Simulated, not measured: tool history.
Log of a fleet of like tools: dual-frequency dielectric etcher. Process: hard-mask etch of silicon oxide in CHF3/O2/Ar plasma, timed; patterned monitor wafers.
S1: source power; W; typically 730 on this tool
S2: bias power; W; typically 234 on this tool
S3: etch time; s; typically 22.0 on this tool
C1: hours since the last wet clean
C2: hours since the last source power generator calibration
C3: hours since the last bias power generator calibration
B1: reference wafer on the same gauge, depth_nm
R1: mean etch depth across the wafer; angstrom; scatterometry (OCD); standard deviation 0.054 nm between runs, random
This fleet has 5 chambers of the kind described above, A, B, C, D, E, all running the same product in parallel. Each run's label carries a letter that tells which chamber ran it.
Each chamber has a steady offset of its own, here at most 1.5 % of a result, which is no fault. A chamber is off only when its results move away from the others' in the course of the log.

run 1B hour=10.4 | S1=730 S2=234 S3=22.0 | C1=486.8 C2=1219.5 C3=289.0 | B1=55.407 | R1=519.06
run 2C hour=18.5 | S1=730 S2=234 S3=22.0 | C1=340.3 C2=1965.3 C3=405.1 | B1=55.429 | R1=514.41
run 3E hour=26.2 | S1=730 S2=234 S3=22.0 | C1=37.4 C2=3291.6 C3=2305.7 | B1=55.407 | R1=514.85
run 4A hour=31.2 | S1=730 S2=234 S3=22.0 | C1=267.6 C2=4072.1 C3=1529.1 | B1=55.421 | R1=512.52
-- hour=39.5 chamber D: source power generator calibrated
run 5D hour=41.5 | S1=730 S2=234 S3=22.0 | C1=206.0 C2=2.1 C3=2334.1 | B1=55.453 | R1=509.54
-- hour=47.4 chamber B: wet clean of the chamber
run 6E hour=48.3 | S1=730 S2=197 S3=19.5 | C1=59.5 C2=3313.7 C3=2327.8 | B1=55.438 | R1=429.46
-- hour=55.8 chamber C: wet clean of the chamber
run 7D hour=58.4 | S1=730 S2=197 S3=19.5 | C1=222.9 C2=19.0 C3=2351.0 | B1=55.436 | R1=426.98
run 8C hour=68.6 | S1=730 S2=197 S3=19.5 | C1=12.8 C2=2015.4 C3=455.2 | B1=55.450 | R1=429.92
run 9B hour=74.6 | S1=730 S2=197 S3=19.5 | C1=27.3 C2=1283.7 C3=353.2 | B1=55.453 | R1=433.52
run 10A hour=84.4 | S1=730 S2=197 S3=19.5 | C1=320.8 C2=4125.3 C3=1582.3 | B1=55.466 | R1=426.48
run 11B hour=91.1 | S1=730 S2=234 S3=22.0 | C1=43.8 C2=1300.2 C3=369.7 | B1=55.466 | R1=520.28
run 12E hour=102.2 | S1=730 S2=234 S3=22.0 | C1=113.4 C2=3367.6 C3=2381.7 | B1=55.461 | R1=514.86
run 13D hour=109.3 | S1=730 S2=234 S3=22.0 | C1=273.8 C2=69.9 C3=2401.9 | B1=55.468 | R1=510.19
run 14C hour=119.6 | S1=730 S2=234 S3=22.0 | C1=63.8 C2=2066.4 C3=506.2 | B1=55.492 | R1=514.57
run 15A hour=124.9 | S1=730 S2=234 S3=18.0 | C1=361.3 C2=4165.8 C3=1622.8 | B1=55.508 | R1=418.64
run 16D hour=135.0 | S1=730 S2=234 S3=18.0 | C1=299.5 C2=95.6 C3=2427.6 | B1=55.508 | R1=417.93
run 17C hour=143.6 | S1=730 S2=234 S3=18.0 | C1=87.8 C2=2090.4 C3=530.2 | B1=55.507 | R1=421.65
run 18E hour=151.3 | S1=730 S2=234 S3=18.0 | C1=162.5 C2=3416.7 C3=2430.8 | B1=55.498 | R1=421.37
run 19B hour=160.9 | S1=730 S2=234 S3=18.0 | C1=113.6 C2=1370.0 C3=439.5 | B1=55.535 | R1=425.53
run 20A hour=166.0 | S1=730 S2=234 S3=22.0 | C1=402.4 C2=4206.9 C3=1663.9 | B1=55.513 | R1=512.05
run 21D hour=172.8 | S1=730 S2=234 S3=22.0 | C1=337.3 C2=133.4 C3=2465.4 | B1=55.531 | R1=510.84
run 22A hour=180.4 | S1=730 S2=234 S3=22.0 | C1=416.8 C2=4221.3 C3=1678.3 | B1=55.527 | R1=511.99
run 23C hour=188.1 | S1=730 S2=234 S3=22.0 | C1=132.3 C2=2134.9 C3=574.7 | B1=55.533 | R1=515.90
run 24B hour=193.2 | S1=730 S2=234 S3=22.0 | C1=145.9 C2=1402.3 C3=471.8 | B1=55.539 | R1=520.13
run 25E hour=202.0 | S1=730 S2=234 S3=22.0 | C1=213.2 C2=3467.4 C3=2481.5 | B1=55.556 | R1=516.07
run 26A hour=207.3 | S1=730 S2=234 S3=22.0 | C1=443.7 C2=4248.2 C3=1705.2 | B1=55.542 | R1=512.79
run 27B hour=216.8 | S1=730 S2=234 S3=22.0 | C1=169.5 C2=1425.9 C3=495.4 | B1=55.554 | R1=519.90
run 28D hour=226.1 | S1=730 S2=234 S3=22.0 | C1=390.6 C2=186.7 C3=2518.7 | B1=55.556 | R1=512.50
run 29C hour=231.3 | S1=730 S2=234 S3=22.0 | C1=175.5 C2=2178.1 C3=617.9 | B1=55.566 | R1=515.54
run 30E hour=239.0 | S1=730 S2=234 S3=26.0 | C1=250.2 C2=3504.4 C3=2518.5 | B1=55.578 | R1=609.89
run 31A hour=249.6 | S1=730 S2=234 S3=26.0 | C1=486.0 C2=4290.5 C3=1747.5 | B1=55.572 | R1=604.95
run 32E hour=256.9 | S1=730 S2=234 S3=26.0 | C1=268.1 C2=3522.3 C3=2536.4 | B1=55.602 | R1=609.79
run 33C hour=262.0 | S1=730 S2=234 S3=26.0 | C1=206.2 C2=2208.8 C3=648.6 | B1=55.599 | R1=609.91
run 34D hour=270.3 | S1=730 S2=234 S3=26.0 | C1=434.8 C2=230.9 C3=2562.9 | B1=55.596 | R1=604.66
run 35B hour=276.0 | S1=730 S2=234 S3=22.0 | C1=228.7 C2=1485.1 C3=554.6 | B1=55.601 | R1=520.95
run 36C hour=284.2 | S1=730 S2=234 S3=22.0 | C1=228.4 C2=2231.0 C3=670.8 | B1=55.614 | R1=515.19
-- hour=284.4 chamber A: wet clean of the chamber
run 37A hour=293.2 | S1=730 S2=234 S3=22.0 | C1=8.9 C2=4334.1 C3=1791.1 | B1=55.631 | R1=512.76
run 38B hour=302.7 | S1=730 S2=234 S3=22.0 | C1=255.4 C2=1511.8 C3=581.3 | B1=55.632 | R1=521.22
run 39E hour=310.4 | S1=730 S2=234 S3=22.0 | C1=321.6 C2=3575.8 C3=2589.9 | B1=55.622 | R1=516.13
run 40D hour=317.9 | S1=730 S2=234 S3=22.0 | C1=482.4 C2=278.5 C3=2610.5 | B1=55.641 | R1=512.27

Read the log: is a single chamber off, either drifting away or since a service, is the gauge that measures every chamber drifting, or is nothing wrong beyond small per-chamber offsets? Name any odd chamber and what most likely caused it.

The shared gauge is drifting. All chambers look as if they move in step, but none is off.
Most likely cause: gauge reads high (%) = 0.433.

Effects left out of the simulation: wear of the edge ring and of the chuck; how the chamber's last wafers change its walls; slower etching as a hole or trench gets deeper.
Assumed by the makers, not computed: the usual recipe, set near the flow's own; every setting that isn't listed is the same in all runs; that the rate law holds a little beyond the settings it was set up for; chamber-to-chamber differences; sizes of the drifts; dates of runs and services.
